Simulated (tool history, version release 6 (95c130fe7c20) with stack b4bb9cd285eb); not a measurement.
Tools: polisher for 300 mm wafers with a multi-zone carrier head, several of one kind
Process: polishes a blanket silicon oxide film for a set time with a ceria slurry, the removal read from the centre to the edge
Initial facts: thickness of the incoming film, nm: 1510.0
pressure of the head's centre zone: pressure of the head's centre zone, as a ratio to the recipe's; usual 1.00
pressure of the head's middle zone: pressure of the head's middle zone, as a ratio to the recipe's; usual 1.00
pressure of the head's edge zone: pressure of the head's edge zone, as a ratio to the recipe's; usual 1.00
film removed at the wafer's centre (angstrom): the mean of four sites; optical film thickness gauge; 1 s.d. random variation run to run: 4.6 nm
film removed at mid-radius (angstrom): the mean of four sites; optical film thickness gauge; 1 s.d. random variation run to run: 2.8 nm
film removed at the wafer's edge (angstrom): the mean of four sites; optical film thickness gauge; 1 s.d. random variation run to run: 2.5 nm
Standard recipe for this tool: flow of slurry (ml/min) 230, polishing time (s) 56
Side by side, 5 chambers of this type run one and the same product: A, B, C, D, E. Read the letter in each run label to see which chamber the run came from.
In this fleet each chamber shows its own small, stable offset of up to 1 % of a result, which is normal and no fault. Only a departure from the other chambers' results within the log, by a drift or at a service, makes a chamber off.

run   hour  flow of slurry (ml/min)  pressure of the head's centre zone  pressure of the head's middle zone  pressure of the head's edge zone  polishing time (s)  film removed at the wafer's centre (angstrom)  film removed at mid-radius (angstrom)  film removed at the wafer's edge (angstrom)
       1.0  -- chamber C: slurry nozzle cleaned
       9.0  -- chamber E: worn pad replaced by a new one
 1A   11.3                      230                                1.00                                1.00                              1.00                  56                                         3169.5                                 3138.1                                       3197.9
      15.3  -- chamber E: slurry nozzle cleaned
 2D   25.6                      230                                1.00                                1.00                              1.00                  56                                         3145.8                                 3134.0                                       3102.6
      35.4  -- chamber B: worn pad replaced by a new one
 3B   36.0                      230                                1.00                                1.00                              1.00                  56                                         3180.8                                 3139.5                                       3176.9
      46.2  -- chamber E: centre zone pressure recalibrated
 4E   52.3                      230                                1.00                                1.00                              1.00                  56                                         3220.4                                 3193.4                                       3158.9
      56.1  -- chamber E: edge zone pressure recalibrated
      60.0  -- chamber D: worn pad replaced by a new one
      60.9  -- chamber C: worn pad replaced by a new one
      66.8  -- chamber A: worn pad replaced by a new one
 5C   68.5                      230                                1.09                                1.00                              1.00                  56                                         3436.0                                 3200.9                                       3148.1
 6A   82.0                      230                                1.09                                1.00                              1.00                  56                                         3507.2                                 3185.6                                       3213.1
      83.6  -- chamber A: edge zone pressure recalibrated
 7C   97.9                      230                                1.09                                1.00                              1.00                  56                                         3535.3                                 3194.6                                       3180.9
 8E  113.6                      230                                1.09                                1.00                              1.00                  56                                         3463.0                                 3133.7                                       3192.1
     121.4  -- chamber E: worn pad replaced by a new one
     123.5  -- chamber B: worn pad replaced by a new one
 9B  127.3                      230                                1.09                                1.00                              1.00                  56                                         3475.2                                 3161.4                                       3186.1
10D  143.4                      230                                1.00                                1.00                              1.00                  56                                         3129.2                                 3164.0                                       3112.4
     150.8  -- chamber A: worn pad replaced by a new one
     154.8  -- chamber C: worn pad replaced by a new one
11D  159.6                      230                                1.00                                1.05                              1.00                  56                                         3196.4                                 3293.4                                       3162.2
     169.4  -- chamber D: worn pad replaced by a new one
12E  171.6                      230                                1.00                                1.05                              1.00                  56                                         3158.2                                 3335.7                                       3126.4
     173.8  -- chamber B: edge zone pressure recalibrated
13C  181.4                      230                                1.00                                1.05                              1.00                  56                                         3171.6                                 3364.3                                       3164.9
     183.9  -- chamber A: slurry nozzle cleaned
14B  195.4                      230                                1.00                                1.05                              1.00                  56                                         3151.7                                 3243.0                                       3147.8
15A  210.7                      230                                1.00                                1.05                              1.00                  56                                         3268.0                                 3355.5                                       3175.5
     211.7  -- chamber B: worn pad replaced by a new one
16C  223.2                      230                                1.00                                1.00                              1.00                  56                                         3156.7                                 3177.7                                       3171.5
     233.4  -- chamber C: worn pad replaced by a new one
17B  234.9                      230                                1.00                                1.00                              1.00                  56                                         3093.3                                 3108.6                                       3126.8
     246.9  -- chamber E: worn pad replaced by a new one
     248.7  -- chamber A: worn pad replaced by a new one
18E  249.0                      230                                1.00                                1.00                              1.00                  56                                         3209.3                                 3137.7                                       3155.4
19D  259.4                      230                                1.00                                1.00                              1.00                  56                                         3043.5                                 3158.0                                       3152.6
20A  271.4                      230                                1.00                                1.00                              1.00                  56                                         3140.4                                 3141.1                                       3169.7
21C  282.1                      230                                1.00                                1.00                              1.00                  56                                         3143.1                                 3119.0                                       3153.8
     289.0  -- chamber D: worn pad replaced by a new one
     290.6  -- chamber C: edge zone pressure recalibrated
     293.9  -- chamber B: worn pad replaced by a new one
22B  293.9                      230                                1.00                                1.00                              1.00                  56                                         3195.3                                 3137.3                                       3134.8
23D  304.8                      230                                1.00                                1.00                              1.00                  56                                         3108.3                                 3176.0                                       3121.9
     316.4  -- chamber C: worn pad replaced by a new one
24A  318.0                      160                                1.00                                1.00                              1.00                  56                                         2926.9                                 3012.2                                       3085.6
     331.4  -- chamber A: worn pad replaced by a new one
25E  333.1                      160                                1.00                                1.00                              1.00                  56                                         2983.3                                 2980.5                                       3008.5
     342.3  -- chamber B: slurry nozzle cleaned
26D  342.8                      160                                1.00                                1.00                              1.00                  56                                         2795.6                                 2908.4                                       3041.7
27A  353.2                      160                                1.00                                1.00                              1.00                  56                                         2977.1                                 3011.5                                       2999.0
     354.0  -- chamber E: worn pad replaced by a new one
28C  368.5                      160                                1.00                                1.00                              1.00                  56                                         2939.3                                 3025.0                                       3062.4
     374.3  -- chamber E: centre zone pressure recalibrated
29B  381.9                      230                                1.00                                1.00                              1.00                  56                                         3226.8                                 3130.0                                       3075.3
30E  394.2                      230                                1.00                                1.00                              1.00                  56                                         3139.3                                 3103.3                                       3198.8
     399.1  -- chamber C: worn pad replaced by a new one
31A  406.6                      230                                1.00                                1.00                              1.00                  56                                         3176.6                                 3189.6                                       3154.5
     416.8  -- chamber C: slurry nozzle cleaned
32C  418.8                      230                                1.00                                1.00                              1.00                  56                                         3142.6                                 3187.5                                       3156.8
     422.8  -- chamber D: worn pad replaced by a new one
33D  435.3                      230                                1.00                                1.00                              1.00                  56                                         2964.6                                 3156.6                                       3122.1

Has any chamber moved away from the others, gradually or after a service, or does the common gauge drift, or do the chambers differ only by their own small steady offsets? State the chamber and the most likely cause if one applies.

Little by little, chamber D moves away from the other chambers.
Likeliest cause: centre zone's pressure below its setpoint, % = 7.55.

Below are 4 candidate recipes for chamber D's next run, each the usual settings with a change, their results shown as question marks. Which of them brings D's results back in line with what the other chambers give on the usual settings?
In-line tolerance around the mean of the other chambers on the usual settings: film removed at the wafer's centre (angstrom) 160.0; film removed at mid-radius (angstrom) 97.0; film removed at the wafer's edge (angstrom) 86.0
34D-1  447.1                      225                                0.94                                1.01                              1.02                  55                                              ?                                      ?                                            ?
34D-2  447.1                      240                                1.13                                0.97                              0.96                  57                                              ?                                      ?                                            ?
34D-3  447.1                      235                                1.06                                0.99                              0.98                  57                                              ?                                      ?                                            ?
34D-4  447.1                      220                                0.87                                1.03                              1.04                  55                                              ?                                      ?                                            ?

Mean of the other chambers on the usual settings: film removed at the wafer's centre (angstrom) 3146.8; film removed at mid-radius (angstrom) 3140.4; film removed at the wafer's edge (angstrom) 3142.6
  run  film removed at the wafer's centre (angstrom)  film removed at mid-radius (angstrom)  film removed at the wafer's edge (angstrom)
34D-1                                         2607.0                                 3098.8                                       3096.3
34D-2                                         3348.7                                 3116.2                                       3128.7
34D-3                                         3110.6                                 3168.4                                       3155.6
34D-4                                         2380.0                                 3147.5                                       3121.0
34D-3 brings the chamber back in line.
